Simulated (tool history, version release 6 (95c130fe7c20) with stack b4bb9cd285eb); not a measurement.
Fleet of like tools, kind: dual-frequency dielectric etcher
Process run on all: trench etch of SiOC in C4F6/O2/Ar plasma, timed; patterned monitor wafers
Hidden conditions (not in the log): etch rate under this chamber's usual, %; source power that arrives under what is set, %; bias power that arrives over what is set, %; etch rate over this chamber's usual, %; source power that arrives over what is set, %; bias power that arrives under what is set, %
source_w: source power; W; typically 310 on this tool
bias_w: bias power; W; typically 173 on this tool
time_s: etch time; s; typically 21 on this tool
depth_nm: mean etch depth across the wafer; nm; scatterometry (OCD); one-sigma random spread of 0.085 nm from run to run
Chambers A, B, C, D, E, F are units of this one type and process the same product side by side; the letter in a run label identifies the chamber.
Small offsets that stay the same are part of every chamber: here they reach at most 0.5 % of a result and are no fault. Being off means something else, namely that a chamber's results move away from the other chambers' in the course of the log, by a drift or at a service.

run	hour	source_w	bias_w	time_s	hours since the last wet clean	hours since the last source power generator calibration	hours since the last bias power generator calibration	read-back reference wafer on the same gauge, depth_nm	depth_nm
1F	16	310	173	21	32.1	975.9	1212.7	45.994	38.86
2E	26	310	173	21	115.2	2472.7	1337.9	45.996	38.985
# hour 33: chamber D: wet clean of the chamber
3C	40.7	310	173	21	412.8	2653	1997.7	46.013	38.689
4D	52.9	310	173	21	20	712.1	1032.4	45.983	38.98
5B	66.8	310	173	21	170.9	87.3	700.4	46.015	38.832
6A	76.8	310	173	21	331	1000.4	2310.2	45.97	39.128
7E	89.8	310	173	21	179	2536.5	1401.7	46	39.149
8D	98.8	310	173	21	65.9	758	1078.3	46.016	38.993
9F	108.3	310	173	18.5	124.4	1068.2	1305	46.026	34.135
10B	116	310	173	18.5	220.1	136.5	749.6	45.99	34.329
11A	126	310	173	18.5	380.2	1049.6	2359.4	46.016	34.421
12C	140.4	310	173	18.5	512.5	2752.7	2097.4	46.013	34.082
13C	154.2	310	173	18.5	526.3	2766.5	2111.2	45.989	34.308
14B	166.2	310	173	18.5	270.3	186.7	799.8	46.001	34.335
# hour 173.5: chamber C: wet clean of the chamber
15D	179.8	310	173	21	146.9	839	1159.3	45.99	39.035
16F	194.7	310	150	18.5	210.8	1154.6	1391.4	45.992	32.879
17A	209.5	310	150	18.5	463.7	1133.1	2442.9	46.005	32.795
18E	218.1	310	150	18.5	307.3	2664.8	1530	45.96	32.825
19A	230	310	150	18.5	484.2	1153.6	2463.4	46.022	32.74
20F	244.5	310	150	18.5	260.6	1204.4	1441.2	46.038	32.841
21D	251.9	310	150	18.5	219	911.1	1231.4	45.996	32.847
22C	261	310	173	21	87.6	2873.3	2218	45.989	38.724
# hour 272.6: chamber C: source power generator calibrated
23B	272.8	310	173	21	376.9	293.3	906.4	46.024	38.81
24E	285.6	310	173	21	374.8	2732.3	1597.5	45.984	38.913
25D	297.4	310	173	21	264.5	956.6	1276.9	46.018	39.03
# hour 305.9: chamber F: bias power generator calibrated
26B	306.8	310	144	15	410.9	327.3	940.4	46.007	26.269
27F	318	310	144	15	334.1	1277.9	12.1	45.983	26.228
28A	325.5	310	144	15	579.7	1249.1	2558.9	46.003	26.001
29E	339.2	310	144	15	428.4	2785.9	1651.1	46.009	26.391
30C	350	310	144	15	176.6	77.5	2307	46.009	26.161
31B	362.8	310	144	15	466.9	383.3	996.4	45.987	26.213
32F	378.1	310	173	21	394.2	1338	72.2	46.006	38.97
33A	388.9	310	173	21	643.1	1312.5	2622.3	45.994	38.428
34D	399.6	360	134	21	366.7	1058.8	1379.1	45.966	38.237
# hour 406.9: chamber F: wet clean of the chamber
35C	409.9	360	134	21	236.5	137.4	2366.9	46.009	38.081
# hour 415: chamber E: wet clean of the chamber
36E	418.8	360	134	21	3.9	2865.5	1730.7	45.995	38.146
37F	426.6	360	134	21	19.8	1386.5	120.7	46.008	38.062
38D	435	360	134	21	402.1	1094.2	1414.5	46.016	38.328
39B	447.6	360	134	21	551.7	468.1	1081.2	46.007	38.004
40A	460.7	310	173	21	714.9	1384.3	2694.1	46.007	38.557

For the next run the whole fleet of 6 chambers uses the same settings. Give each chamber's results:
41A	472.2	310	173	21					?
41B	472.2	310	173	21					?
41C	472.2	310	173	21					?
41D	472.2	310	173	21					?
41E	472.2	310	173	21					?
41F	472.2	310	173	21					?

run	depth_nm
41A	38.331
41B	39.006
41C	38.633
41D	39.087
41E	39.123
41F	38.801

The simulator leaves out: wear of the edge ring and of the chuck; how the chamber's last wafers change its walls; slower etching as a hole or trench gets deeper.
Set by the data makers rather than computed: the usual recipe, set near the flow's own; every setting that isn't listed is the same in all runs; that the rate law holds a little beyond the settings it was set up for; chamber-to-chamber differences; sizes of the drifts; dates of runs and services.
